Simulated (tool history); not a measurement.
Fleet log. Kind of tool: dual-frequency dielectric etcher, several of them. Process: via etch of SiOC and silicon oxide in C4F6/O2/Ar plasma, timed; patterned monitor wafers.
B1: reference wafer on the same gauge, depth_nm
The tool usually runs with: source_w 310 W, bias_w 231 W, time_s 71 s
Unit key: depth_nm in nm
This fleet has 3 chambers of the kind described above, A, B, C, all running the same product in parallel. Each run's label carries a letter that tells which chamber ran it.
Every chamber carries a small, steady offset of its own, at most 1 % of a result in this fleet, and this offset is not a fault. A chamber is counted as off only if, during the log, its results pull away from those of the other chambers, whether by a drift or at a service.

run 1A day=0.425 | source_w=310 bias_w=231 time_s=71 | B1=82.001 | depth_nm=78.666
run 2B day=0.888 | source_w=310 bias_w=231 time_s=71 | B1=82.056 | depth_nm=78.42
run 3C day=1.221 | source_w=310 bias_w=231 time_s=71 | B1=82.032 | depth_nm=79.067
run 4C day=1.575 | source_w=310 bias_w=231 time_s=71 | B1=82.002 | depth_nm=78.801
run 5A day=1.804 | source_w=310 bias_w=231 time_s=71 | B1=82.039 | depth_nm=78.967
run 6B day=2.096 | source_w=310 bias_w=231 time_s=71 | B1=82.054 | depth_nm=78.324
run 7B day=2.558 | source_w=280 bias_w=266 time_s=71 | B1=82.05 | depth_nm=79.096
run 8A day=2.929 | source_w=280 bias_w=266 time_s=71 | B1=82.003 | depth_nm=79.293
run 9C day=3.312 | source_w=280 bias_w=266 time_s=71 | B1=81.984 | depth_nm=79.577
-- day=3.342 chamber C: wet clean of the chamber
run 10C day=3.625 | source_w=310 bias_w=231 time_s=56 | B1=81.992 | depth_nm=63.095
run 11B day=3.854 | source_w=310 bias_w=231 time_s=56 | B1=82.002 | depth_nm=61.649
run 12A day=4.104 | source_w=310 bias_w=231 time_s=56 | B1=81.995 | depth_nm=62.28
run 13B day=4.525 | source_w=310 bias_w=231 time_s=71 | B1=81.987 | depth_nm=78.303
run 14A day=4.742 | source_w=310 bias_w=231 time_s=71 | B1=81.991 | depth_nm=79.058
run 15C day=4.962 | source_w=310 bias_w=231 time_s=71 | B1=82.016 | depth_nm=79.903
run 16A day=5.208 | source_w=310 bias_w=231 time_s=71 | B1=82.007 | depth_nm=78.708
run 17B day=5.583 | source_w=310 bias_w=231 time_s=71 | B1=82.019 | depth_nm=78.223
run 18C day=5.862 | source_w=310 bias_w=231 time_s=71 | B1=82.037 | depth_nm=79.939
run 19B day=6.167 | source_w=310 bias_w=231 time_s=71 | B1=82.007 | depth_nm=78.263
run 20C day=6.404 | source_w=370 bias_w=231 time_s=60.5 | B1=82.003 | depth_nm=73.299
run 21A day=6.667 | source_w=370 bias_w=231 time_s=60.5 | B1=81.956 | depth_nm=71.456
run 22A day=7.104 | source_w=370 bias_w=231 time_s=60.5 | B1=81.997 | depth_nm=71.664
run 23C day=7.533 | source_w=310 bias_w=231 time_s=71 | B1=82.01 | depth_nm=79.888

What goes on in this fleet: one chamber off, a drifting gauge, or nothing beyond the chambers' own small offsets? Name the chamber and the cause, if any.

The work done on chamber C during a service left it standing apart from the others.
Most likely cause: etch rate over this chamber's usual, % = 1.53.

Below are 4 candidate recipes for chamber C's next run, each the usual settings with a change, their results shown as question marks. Which of them brings C's results back in line with what the other chambers give on the usual settings?
In line here means within this much of the mean the other chambers give on the usual settings: depth_nm 0.63 nm
run 24C-1 day=7.879 | source_w=310 bias_w=253 time_s=71 | depth_nm=?
run 24C-2 day=7.879 | source_w=310 bias_w=231 time_s=72.5 | depth_nm=?
run 24C-3 day=7.879 | source_w=310 bias_w=231 time_s=68.5 | depth_nm=?
run 24C-4 day=7.879 | source_w=310 bias_w=218 time_s=71 | depth_nm=?

Mean of the other chambers on the usual settings: depth_nm 78.5 nm
run=24C-1 depth_nm=82.509
run=24C-2 depth_nm=81.634
run=24C-3 depth_nm=77.13
run=24C-4 depth_nm=78.375
Change 24C-4 lands the chamber within the allowed miss of the other chambers.
